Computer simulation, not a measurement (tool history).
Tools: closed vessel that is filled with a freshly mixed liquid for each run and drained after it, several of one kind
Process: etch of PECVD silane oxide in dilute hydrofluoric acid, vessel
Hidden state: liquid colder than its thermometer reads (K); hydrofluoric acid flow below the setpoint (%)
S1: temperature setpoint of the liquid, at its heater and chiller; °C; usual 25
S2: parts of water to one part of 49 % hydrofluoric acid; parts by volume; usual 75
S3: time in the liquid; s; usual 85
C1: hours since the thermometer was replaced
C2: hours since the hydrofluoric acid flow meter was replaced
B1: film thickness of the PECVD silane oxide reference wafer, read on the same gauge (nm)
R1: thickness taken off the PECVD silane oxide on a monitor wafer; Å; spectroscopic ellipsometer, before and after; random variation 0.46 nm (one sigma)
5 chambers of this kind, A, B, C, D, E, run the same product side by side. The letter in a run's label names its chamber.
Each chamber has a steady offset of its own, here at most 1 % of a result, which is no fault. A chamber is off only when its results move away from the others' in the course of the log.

| run | hour | S1 | S2 | S3 | C1 | C2 | B1 | R1 |
|---|---|---|---|---|---|---|---|---|
| 1A | 7.7 | 25 | 75 | 85 | 1413.6 | 437.6 | 70.008 | 459.66 |
| 2D | 18.9 | 25 | 75 | 85 | 752.9 | 177.7 | 70.008 | 454.17 |
| 3B | 29.8 | 25 | 75 | 85 | 1568.0 | 173.7 | 70.005 | 458.14 |
| 4E | 38.3 | 25 | 75 | 85 | 957.8 | 373.4 | 70.000 | 464.86 |
| 5C | 47.4 | 25 | 75 | 130 | 566.4 | 1047.3 | 69.998 | 710.40 |
| 6A | 55.2 | 25 | 75 | 130 | 1461.1 | 485.1 | 69.986 | 717.96 |
| 7D | 64.9 | 25 | 75 | 130 | 798.9 | 223.7 | 70.004 | 705.41 |
| 8C | 72.4 | 25 | 75 | 130 | 591.4 | 1072.3 | 70.004 | 702.41 |
| 9E | 83.2 | 25 | 75 | 130 | 1002.7 | 418.3 | 70.005 | 712.18 |
| 10B | 93.9 | 30 | 75 | 65 | 1632.1 | 237.8 | 69.994 | 423.49 |
| 11C | 102.1 | 30 | 75 | 65 | 621.1 | 1102.0 | 69.985 | 426.91 |
| 12A | 111.2 | 30 | 75 | 65 | 1517.1 | 541.1 | 70.014 | 432.28 |
| 13E | 119.3 | 30 | 75 | 65 | 1038.8 | 454.4 | 69.994 | 431.73 |
| 14B | 129.6 | 30 | 75 | 65 | 1667.8 | 273.5 | 69.988 | 430.22 |
| 15D | 137.6 | 25 | 75 | 85 | 871.6 | 296.4 | 70.002 | 461.69 |
| 16E | 147.6 | 25 | 75 | 85 | 1067.1 | 482.7 | 70.007 | 466.07 |
| 17D | 158.7 | 25 | 75 | 85 | 892.7 | 317.5 | 70.007 | 459.39 |
| 18A | 168.9 | 25 | 75 | 85 | 1574.8 | 598.8 | 69.992 | 459.55 |
| 19B | 178.9 | 25 | 110 | 60 | 1717.1 | 322.8 | 69.981 | 202.97 |
| 20C | 186.7 | 25 | 110 | 60 | 705.7 | 1186.6 | 69.981 | 212.31 |
| 21D | 196.0 | 25 | 110 | 60 | 930.0 | 354.8 | 70.009 | 210.02 |
| 22C | 203.6 | 25 | 110 | 60 | 722.6 | 1203.5 | 70.002 | 213.66 |
| 23B | 211.8 | 25 | 110 | 60 | 1750.0 | 355.7 | 70.002 | 197.60 |
| 24E | 220.3 | 25 | 75 | 85 | 1139.8 | 555.4 | 69.996 | 466.88 |
| 25A | 229.2 | 25 | 75 | 85 | 1635.1 | 659.1 | 69.994 | 466.77 |
| 26B | 241.0 | 25 | 75 | 85 | 1779.2 | 384.9 | 69.991 | 426.83 |
| 27C | 248.5 | 25 | 75 | 85 | 767.5 | 1248.4 | 70.005 | 461.04 |
| 28E | 255.2 | 25 | 75 | 85 | 1174.7 | 590.3 | 70.000 | 462.99 |
| 29A | 263.4 | 25 | 75 | 85 | 1669.3 | 693.3 | 69.979 | 467.23 |
| 30D | 272.0 | 25 | 75 | 85 | 1006.0 | 430.8 | 69.988 | 461.45 |
| 31C | 282.4 | 21 | 60 | 85 | 801.4 | 1282.3 | 69.991 | 499.20 |
| 32D | 294.1 | 21 | 60 | 85 | 1028.1 | 452.9 | 69.994 | 501.59 |
| 33B | 302.4 | 21 | 60 | 85 | 1840.6 | 446.3 | 70.010 | 444.49 |

All 5 chambers run these settings next. Forecast each chamber's results:
| 34A | 310.8 | 25 | 75 | 85 |  |  |  | ? |
| 34B | 310.8 | 25 | 75 | 85 |  |  |  | ? |
| 34C | 310.8 | 25 | 75 | 85 |  |  |  | ? |
| 34D | 310.8 | 25 | 75 | 85 |  |  |  | ? |
| 34E | 310.8 | 25 | 75 | 85 |  |  |  | ? |

| run | R1 |
|---|---|
| 34A | 458.09 |
| 34B | 410.81 |
| 34C | 466.91 |
| 34D | 457.46 |
| 34E | 466.68 |

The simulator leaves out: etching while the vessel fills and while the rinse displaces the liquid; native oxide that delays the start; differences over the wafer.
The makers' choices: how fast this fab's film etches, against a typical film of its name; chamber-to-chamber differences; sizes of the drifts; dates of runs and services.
